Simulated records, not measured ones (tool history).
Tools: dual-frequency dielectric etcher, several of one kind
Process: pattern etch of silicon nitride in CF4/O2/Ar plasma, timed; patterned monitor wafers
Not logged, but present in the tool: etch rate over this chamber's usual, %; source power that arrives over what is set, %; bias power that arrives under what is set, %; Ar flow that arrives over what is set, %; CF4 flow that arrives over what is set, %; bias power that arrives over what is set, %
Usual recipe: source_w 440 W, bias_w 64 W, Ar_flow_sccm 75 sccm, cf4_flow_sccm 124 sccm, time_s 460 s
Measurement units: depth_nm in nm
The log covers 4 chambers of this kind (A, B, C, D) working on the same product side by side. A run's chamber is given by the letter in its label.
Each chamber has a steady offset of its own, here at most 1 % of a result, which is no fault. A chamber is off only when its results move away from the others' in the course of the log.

run,hour,source_w,bias_w,Ar_flow_sccm,cf4_flow_sccm,time_s,hours since the last wet clean,hours since the last source power generator calibration,hours since the last bias power generator calibration,hours since the last Ar flow controller change,hours since the last CF4 flow controller change,"read-back reference wafer on the same gauge, depth_nm",depth_nm
1C,4.4,440,64,75,124,460,60.4,69.1,1029.5,1665.7,335.6,796.33,914
2D,8.7,440,64,75,124,460,314,338.3,22.6,1179.4,265.8,796.04,908.31
3B,14.6,440,64,75,124,460,387.8,2320.7,3114.2,2103.5,44,796.29,916.15
4A,22.4,440,64,75,124,460,143.8,1772.6,1616.4,1592.2,648.2,796.42,901.6
5A,25.9,440,64,75,124,460,147.3,1776.1,1619.9,1595.7,651.7,796.67,902.88
6C,32.7,440,64,75,124,460,88.7,97.4,1057.8,1694,363.9,796.77,914.97
7B,37.4,440,64,75,124,460,410.6,2343.5,3137,2126.3,66.8,797.16,914.65
8D,45.3,440,64,75,124,460,350.6,374.9,59.2,1216,302.4,797.44,911.61
9B,51,440,64,75,124,460,424.2,2357.1,3150.6,2139.9,80.4,797.62,914.2
10D,54.7,440,64,75,124,460,360,384.3,68.6,1225.4,311.8,797.68,908.83
11C,60.5,440,64,75,124,460,116.5,125.2,1085.6,1721.8,391.7,797.81,914.98
12A,65.1,440,64,75,124,460,186.5,1815.3,1659.1,1634.9,690.9,797.96,903.84
# hour 67.1: chamber D: wet clean of the chamber
13D,71.5,440,64,75,124,460,4.4,401.1,85.4,1242.2,328.6,797.94,908.67
14C,78.3,440,64,75,124,460,134.3,143,1103.4,1739.6,409.5,798.28,915.71
15B,83.1,440,64,75,124,460,456.3,2389.2,3182.7,2172,112.5,798.81,917.14
16A,90,440,64,75,124,460,211.4,1840.2,1684,1659.8,715.8,798.62,904.29
17B,94.9,440,64,75,124,460,468.1,2401,3194.5,2183.8,124.3,798.58,915.47
18D,102.6,440,64,75,124,460,35.5,432.2,116.5,1273.3,359.7,798.71,909.27
19C,110.6,440,64,75,124,460,166.6,175.3,1135.7,1771.9,441.8,798.83,916.43
20A,115.9,440,64,75,96,460,237.3,1866.1,1709.9,1685.7,741.7,799.39,882.56
21C,120.9,440,64,75,96,460,176.9,185.6,1146,1782.2,452.1,799.53,896.15
22A,128.4,440,64,75,96,460,249.8,1878.6,1722.4,1698.2,754.2,799.58,883.92
23B,135.9,440,64,75,96,460,509.1,2442,3235.5,2224.8,165.3,799.84,895.98
24D,142.3,350,64,75,124,460,75.2,471.9,156.2,1313,399.4,800.21,747.37
25D,150.2,350,64,75,124,460,83.1,479.8,164.1,1320.9,407.3,800.45,748.94

Has any chamber moved away from the others, gradually or after a service, or does the common gauge drift, or do the chambers differ only by their own small steady offsets? State the chamber and the most likely cause if one applies.

No chamber is off; the gauge reading every chamber's wafers drifts, which makes the whole fleet appear to move together.
Likeliest cause: gauge reads high (%) = 0.553.

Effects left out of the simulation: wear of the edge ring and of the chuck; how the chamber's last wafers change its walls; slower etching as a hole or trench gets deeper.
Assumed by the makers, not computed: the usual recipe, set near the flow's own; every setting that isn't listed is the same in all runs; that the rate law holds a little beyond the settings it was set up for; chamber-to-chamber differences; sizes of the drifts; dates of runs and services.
